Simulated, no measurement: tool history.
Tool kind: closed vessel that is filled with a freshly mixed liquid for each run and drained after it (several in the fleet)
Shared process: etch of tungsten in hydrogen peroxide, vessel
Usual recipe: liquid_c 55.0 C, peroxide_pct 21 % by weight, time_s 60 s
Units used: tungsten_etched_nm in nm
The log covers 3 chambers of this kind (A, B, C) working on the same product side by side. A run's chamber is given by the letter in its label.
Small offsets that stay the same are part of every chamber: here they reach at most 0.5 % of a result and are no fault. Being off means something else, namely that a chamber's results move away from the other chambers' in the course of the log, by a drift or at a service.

run,hour,liquid_c,peroxide_pct,time_s,hours since the thermometer was replaced,hours since the peroxide flow meter was replaced,hours since the drum of peroxide was connected,"read-back film thickness of the tungsten reference wafer, read on the same gauge (nm)",tungsten_etched_nm
1A,4.9,55.0,21,60,640.5,423.1,1085.3,50.012,92.157
2B,10.0,55.0,21,60,1366.6,1483.6,228.2,50.025,92.267
3C,16.4,55.0,21,60,588.1,780.1,250.6,49.957,92.847
4B,23.0,55.0,21,60,1379.6,1496.6,241.2,50.008,92.552
5A,27.1,55.0,21,60,662.7,445.3,1107.5,50.027,91.740
6C,31.6,55.0,21,60,603.3,795.3,265.8,49.993,91.774
7B,35.9,64.5,21,60,1392.5,1509.5,254.1,49.963,160.950
8A,41.0,64.5,21,60,676.6,459.2,1121.4,49.950,161.260
9C,45.2,64.5,21,60,616.9,808.9,279.4,49.979,158.220
10B,51.5,55.0,21,60,1408.1,1525.1,269.7,50.012,92.298
11C,55.6,55.0,21,60,627.3,819.3,289.8,50.014,91.456
12A,61.6,58.0,15,60,697.2,479.8,1142.0,50.013,93.726
13A,67.4,58.0,15,60,703.0,485.6,1147.8,50.013,95.257
14B,72.8,58.0,15,60,1429.4,1546.4,291.0,50.003,93.756
15C,77.9,55.0,21,60,649.6,841.6,312.1,49.979,89.711
16A,83.0,55.0,21,60,718.6,501.2,1163.4,49.971,92.594
17B,88.9,55.0,21,60,1445.5,1562.5,307.1,50.061,93.686
18C,92.0,55.0,21,60,663.7,855.7,326.2,49.965,88.876
19A,98.6,55.0,21,60,734.2,516.8,1179.0,49.999,92.578
20B,103.3,55.0,21,60,1459.9,1576.9,321.5,50.021,92.602
21C,106.4,55.0,21,60,678.1,870.1,340.6,50.003,87.067
22A,111.3,55.0,21,60,746.9,529.5,1191.7,49.981,92.195
23C,114.6,63.0,21,60,686.3,878.3,348.8,50.033,139.310
24B,121.1,63.0,21,60,1477.7,1594.7,339.3,49.960,149.280
25B,124.3,63.0,21,60,1480.9,1597.9,342.5,50.019,148.210
26A,127.3,55.0,21,60,762.9,545.5,1207.7,50.065,92.186
27C,132.2,55.0,21,60,703.9,895.9,366.4,50.013,86.777
28B,138.5,55.0,21,60,1495.1,1612.1,356.7,49.998,93.322

Is one chamber out of step, is the gauge drifting, or do the chambers differ by no more than their own small offsets? For an off chamber, give its letter and the likeliest cause.

It is chamber C that slowly wanders off from its peers.
What lies behind it: liquid colder than its thermometer reads (K) = 1.25.
The log may not tell that from: peroxide flow below the setpoint (%).

Which of the 4 candidates below, each the usual settings with something changed and its results left as question marks, puts chamber C back in line with what the other chambers give on the usual settings?
In-line tolerance around the mean of the other chambers on the usual settings: tungsten_etched_nm 2.500 nm
29C-1,143.3,55.0,21,65,,,,,?
29C-2,143.3,54.5,21,60,,,,,?
29C-3,143.3,55.5,21,60,,,,,?
29C-4,143.3,55.0,18,60,,,,,?

Average result of the remaining chambers running the usual settings: tungsten_etched_nm 92.931 nm
run,tungsten_etched_nm
29C-1,92.951
29C-2,83.273
29C-3,88.451
29C-4,79.343
It is 29C-1 that realigns the chamber with its peers.
